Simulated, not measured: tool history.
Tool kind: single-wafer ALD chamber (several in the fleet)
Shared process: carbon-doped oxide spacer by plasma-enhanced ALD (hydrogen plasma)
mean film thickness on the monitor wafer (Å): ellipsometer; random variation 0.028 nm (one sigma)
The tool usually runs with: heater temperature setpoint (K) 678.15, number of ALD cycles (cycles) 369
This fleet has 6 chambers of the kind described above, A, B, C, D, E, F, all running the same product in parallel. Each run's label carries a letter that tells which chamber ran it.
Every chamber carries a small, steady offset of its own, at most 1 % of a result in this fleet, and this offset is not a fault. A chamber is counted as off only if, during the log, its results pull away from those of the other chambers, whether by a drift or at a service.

run   hour  heater temperature setpoint (K)  number of ALD cycles (cycles)  hours since the last thermocouple change  read-back reference wafer on the same gauge, thickness_nm  mean film thickness on the monitor wafer (Å)
 1C    5.5                           678.15                            369                                     192.3                                                     18.606                                        181.26
 2E    9.7                           678.15                            369                                      33.7                                                     18.607                                        180.88
 3B   14.6                           678.15                            369                                     234.3                                                     18.607                                        181.64
 4D   20.9                           678.15                            369                                     298.6                                                     18.606                                        182.57
 5F   26.2                           678.15                            369                                    1299.8                                                     18.605                                        181.08
 6A   31.1                           678.15                            369                                      1139                                                     18.612                                        181.47
 7B   36.4                           678.15                            369                                     256.1                                                      18.62                                        182.09
 8D     43                           664.15                            315                                     320.7                                                     18.627                                        158.01
 9A   51.2                           664.15                            315                                    1159.1                                                     18.629                                        157.14
10F   56.9                           664.15                            315                                    1330.5                                                     18.629                                        156.57
11E   61.4                           664.15                            315                                      85.4                                                     18.637                                        156.44
12C   66.5                           664.15                            315                                     253.3                                                     18.633                                        157.34
13F   75.1                           664.15                            315                                    1348.7                                                      18.64                                         156.5
14A   80.2                           678.15                            369                                    1188.1                                                      18.64                                        181.21
15D   84.2                           678.15                            369                                     361.9                                                     18.645                                        182.18
16B   88.6                           678.15                            369                                     308.3                                                     18.649                                        181.89
17C   96.4                           678.15                            369                                     283.2                                                     18.647                                        181.45
18E  100.4                           678.15                            369                                     124.4                                                     18.642                                        180.62
19F  106.2                           678.15                            369                                    1379.8                                                     18.658                                        181.21
20C  111.1                           678.15                            369                                     297.9                                                     18.653                                        181.59
21E  116.9                           678.15                            369                                     140.9                                                     18.655                                        180.71
22A    122                           678.15                            369                                    1229.9                                                     18.665                                        182.04
     124.9  -- chamber F: thermocouple changed; heater temperature recalibrated
23D    129                           678.15                            369                                     406.7                                                     18.669                                        182.69
24B  134.3                           678.15                            369                                       354                                                     18.671                                        182.45
25D  140.6                           692.15                            334                                     418.3                                                     18.671                                        158.22
26C  147.7                           692.15                            334                                     334.5                                                     18.678                                        157.03
27B  156.4                           692.15                            334                                     376.1                                                     18.668                                        158.38
28E  161.6                           692.15                            334                                     185.6                                                     18.685                                        157.59
29A  166.9                           692.15                            334                                    1274.8                                                     18.687                                        157.55
30F  174.1                           692.15                            334                                      49.2                                                      18.69                                        157.63
31C  178.5                           678.15                            369                                     365.3                                                      18.69                                         181.6
32A    185                           678.15                            369                                    1292.9                                                     18.696                                        181.76
33B  192.6                           691.15                            369                                     412.3                                                       18.7                                         175.1
34E  198.4                           691.15                            369                                     222.4                                                     18.703                                         174.7
35F    207                           691.15                            369                                      82.1                                                     18.716                                        174.82
36D  211.8                           691.15                            369                                     489.5                                                     18.705                                        175.82
37B  218.5                           691.15                            369                                     438.2                                                     18.711                                        175.08
38E  224.1                           691.15                            369                                     248.1                                                     18.717                                        174.84

Next, every chamber runs the same settings. What will each give?
39A  230.3                           678.15                            369                                                                                                                                                  ?
39B  230.3                           678.15                            369                                                                                                                                                  ?
39C  230.3                           678.15                            369                                                                                                                                                  ?
39D  230.3                           678.15                            369                                                                                                                                                  ?
39E  230.3                           678.15                            369                                                                                                                                                  ?
39F  230.3                           678.15                            369                                                                                                                                                  ?

run  mean film thickness on the monitor wafer (Å)
39A                                        181.91
39B                                        182.11
39C                                        182.02
39D                                        183.21
39E                                        182.69
39F                                        181.89
